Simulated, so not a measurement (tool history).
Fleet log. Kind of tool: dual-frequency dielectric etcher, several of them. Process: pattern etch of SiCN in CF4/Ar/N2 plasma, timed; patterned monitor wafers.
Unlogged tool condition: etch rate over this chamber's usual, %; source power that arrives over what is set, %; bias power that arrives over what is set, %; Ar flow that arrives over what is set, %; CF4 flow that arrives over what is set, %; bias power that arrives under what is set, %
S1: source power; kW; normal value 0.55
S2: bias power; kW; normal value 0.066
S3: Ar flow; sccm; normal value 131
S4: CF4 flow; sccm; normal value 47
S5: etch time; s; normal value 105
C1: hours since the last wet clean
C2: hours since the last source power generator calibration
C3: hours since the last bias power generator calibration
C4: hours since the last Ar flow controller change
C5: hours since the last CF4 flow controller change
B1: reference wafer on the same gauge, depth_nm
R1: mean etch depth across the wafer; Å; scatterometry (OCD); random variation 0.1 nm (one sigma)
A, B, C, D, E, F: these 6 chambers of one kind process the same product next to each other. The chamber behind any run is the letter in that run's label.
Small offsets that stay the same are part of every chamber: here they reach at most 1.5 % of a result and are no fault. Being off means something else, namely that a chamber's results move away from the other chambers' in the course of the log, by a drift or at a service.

| run | hour | S1 | S2 | S3 | S4 | S5 | C1 | C2 | C3 | C4 | C5 | B1 | R1 |
|---|---|---|---|---|---|---|---|---|---|---|---|---|---|
| 1D | 14.2 | 0.55 | 0.066 | 131 | 47 | 105 | 64.2 | 1939 | 788 | 1207.8 | 1637.2 | 94.061 | 944.12 |
| 2F | 22.6 | 0.55 | 0.066 | 131 | 47 | 105 | 629.8 | 1930.3 | 2367.8 | 1251.5 | 751.9 | 94.07 | 932.5 |
|  | 22.9 | chamber F: wet clean of the chamber |
| 3C | 37.1 | 0.55 | 0.066 | 131 | 47 | 105 | 360.5 | 3375.5 | 2713.1 | 762.5 | 991.3 | 94.058 | 938.56 |
| 4A | 44.6 | 0.55 | 0.066 | 131 | 47 | 105 | 56 | 1275 | 1883.2 | 504.6 | 1586.6 | 94.048 | 922.01 |
|  | 55.7 | chamber C: wet clean of the chamber |
| 5B | 57.2 | 0.55 | 0.066 | 131 | 47 | 105 | 119.7 | 2209.3 | 427.5 | 1926.6 | 79.2 | 94.043 | 933.9 |
| 6E | 64.1 | 0.55 | 0.066 | 131 | 47 | 105 | 110.2 | 2014.9 | 1928 | 2377.7 | 397.1 | 94.03 | 939.09 |
| 7F | 71.1 | 0.55 | 0.066 | 131 | 47 | 105 | 48.3 | 1978.8 | 2416.3 | 1300 | 800.4 | 94.039 | 933.44 |
| 8C | 78.2 | 0.55 | 0.066 | 131 | 47 | 105 | 22.6 | 3416.6 | 2754.2 | 803.6 | 1032.4 | 94.028 | 937.21 |
| 9D | 84.9 | 0.55 | 0.066 | 131 | 47 | 105 | 134.9 | 2009.7 | 858.7 | 1278.5 | 1707.9 | 94.015 | 942.93 |
| 10A | 97.7 | 0.55 | 0.066 | 131 | 47 | 105 | 109.1 | 1328.1 | 1936.3 | 557.7 | 1639.7 | 94.02 | 925.19 |
| 11B | 111.4 | 0.55 | 0.066 | 131 | 47 | 105 | 173.9 | 2263.5 | 481.7 | 1980.8 | 133.4 | 94.019 | 936 |
| 12E | 118.4 | 0.55 | 0.066 | 131 | 47 | 105 | 164.5 | 2069.2 | 1982.3 | 2432 | 451.4 | 93.975 | 938.75 |
| 13E | 131 | 0.55 | 0.066 | 131 | 47 | 105 | 177.1 | 2081.8 | 1994.9 | 2444.6 | 464 | 93.951 | 940.53 |
|  | 133.1 | chamber F: source power generator calibrated |
| 14B | 145.4 | 0.55 | 0.066 | 131 | 47 | 105 | 207.9 | 2297.5 | 515.7 | 2014.8 | 167.4 | 93.956 | 931.86 |
| 15D | 156 | 0.55 | 0.079 | 131 | 41 | 105 | 206 | 2080.8 | 929.8 | 1349.6 | 1779 | 93.935 | 988.53 |
|  | 157.8 | chamber F: Ar flow controller replaced |
| 16A | 164.8 | 0.55 | 0.079 | 131 | 41 | 105 | 176.2 | 1395.2 | 2003.4 | 624.8 | 1706.8 | 93.95 | 964.8 |
| 17C | 171.4 | 0.55 | 0.079 | 131 | 41 | 105 | 115.8 | 3509.8 | 2847.4 | 896.8 | 1125.6 | 93.903 | 981.56 |
| 18F | 184.3 | 0.55 | 0.079 | 131 | 41 | 105 | 161.5 | 51.3 | 2529.5 | 26.6 | 913.6 | 93.92 | 975.3 |
|  | 188.6 | chamber B: source power generator calibrated |
| 19B | 196.9 | 0.55 | 0.079 | 131 | 41 | 105 | 259.4 | 8.4 | 567.2 | 2066.3 | 218.9 | 93.924 | 975.89 |
| 20F | 205.4 | 0.55 | 0.079 | 131 | 41 | 105 | 182.6 | 72.4 | 2550.6 | 47.7 | 934.7 | 93.894 | 974.74 |
| 21C | 212.5 | 0.55 | 0.077 | 131 | 37 | 105 | 156.9 | 3550.9 | 2888.5 | 937.9 | 1166.7 | 93.902 | 952.41 |
| 22E | 225.2 | 0.55 | 0.077 | 131 | 37 | 105 | 271.3 | 2176 | 2089.1 | 2538.8 | 558.2 | 93.896 | 956.61 |
| 23A | 233.7 | 0.55 | 0.077 | 131 | 37 | 105 | 245.1 | 1464.1 | 2072.3 | 693.7 | 1775.7 | 93.847 | 938.24 |
| 24D | 242.7 | 0.55 | 0.077 | 131 | 37 | 105 | 292.7 | 2167.5 | 1016.5 | 1436.3 | 1865.7 | 93.855 | 960.36 |
| 25E | 255.5 | 0.55 | 0.077 | 131 | 37 | 105 | 301.6 | 2206.3 | 2119.4 | 2569.1 | 588.5 | 93.853 | 957.15 |
| 26A | 264.5 | 0.55 | 0.077 | 131 | 37 | 105 | 275.9 | 1494.9 | 2103.1 | 724.5 | 1806.5 | 93.817 | 936.08 |
| 27B | 272.8 | 0.55 | 0.066 | 131 | 47 | 105 | 335.3 | 84.3 | 643.1 | 2142.2 | 294.8 | 93.81 | 931.76 |
| 28C | 286.1 | 0.55 | 0.066 | 131 | 47 | 105 | 230.5 | 3624.5 | 2962.1 | 1011.5 | 1240.3 | 93.818 | 934.53 |
| 29D | 296.4 | 0.55 | 0.066 | 131 | 47 | 105 | 346.4 | 2221.2 | 1070.2 | 1490 | 1919.4 | 93.783 | 941.76 |
| 30F | 309.6 | 0.55 | 0.066 | 131 | 47 | 105 | 286.8 | 176.6 | 2654.8 | 151.9 | 1038.9 | 93.798 | 930.7 |
| 31C | 320.4 | 0.55 | 0.066 | 131 | 47 | 105 | 264.8 | 3658.8 | 2996.4 | 1045.8 | 1274.6 | 93.773 | 935.33 |
| 32F | 333 | 0.55 | 0.066 | 131 | 47 | 105 | 310.2 | 200 | 2678.2 | 175.3 | 1062.3 | 93.796 | 933.33 |
| 33D | 346.6 | 0.55 | 0.066 | 147 | 56 | 105 | 396.6 | 2271.4 | 1120.4 | 1540.2 | 1969.6 | 93.789 | 952.25 |
| 34E | 356.9 | 0.55 | 0.066 | 147 | 56 | 105 | 403 | 2307.7 | 2220.8 | 2670.5 | 689.9 | 93.742 | 947.2 |
| 35B | 367.9 | 0.55 | 0.066 | 147 | 56 | 105 | 430.4 | 179.4 | 738.2 | 2237.3 | 389.9 | 93.742 | 941.44 |
|  | 374.5 | chamber B: wet clean of the chamber |
| 36A | 377.3 | 0.55 | 0.066 | 147 | 56 | 105 | 388.7 | 1607.7 | 2215.9 | 837.3 | 1919.3 | 93.726 | 930.59 |
| 37E | 387.6 | 0.55 | 0.066 | 147 | 56 | 105 | 433.7 | 2338.4 | 2251.5 | 2701.2 | 720.6 | 93.742 | 946.43 |
| 38D | 402 | 0.55 | 0.066 | 147 | 56 | 105 | 452 | 2326.8 | 1175.8 | 1595.6 | 2025 | 93.697 | 950.85 |
|  | 402.6 | chamber C: wet clean of the chamber |
| 39C | 414.5 | 0.55 | 0.066 | 131 | 47 | 105 | 11.9 | 3752.9 | 3090.5 | 1139.9 | 1368.7 | 93.707 | 933.65 |
| 40B | 428.7 | 0.55 | 0.066 | 131 | 47 | 105 | 54.2 | 240.2 | 799 | 2298.1 | 450.7 | 93.677 | 931.14 |

Has any chamber moved away from the others, gradually or after a service, or does the common gauge drift, or do the chambers differ only by their own small steady offsets? State the chamber and the most likely cause if one applies.

The gauge drifts, so all chambers seem to drift together. No chamber is off.
Likeliest cause: gauge reads low (%) = 0.453.
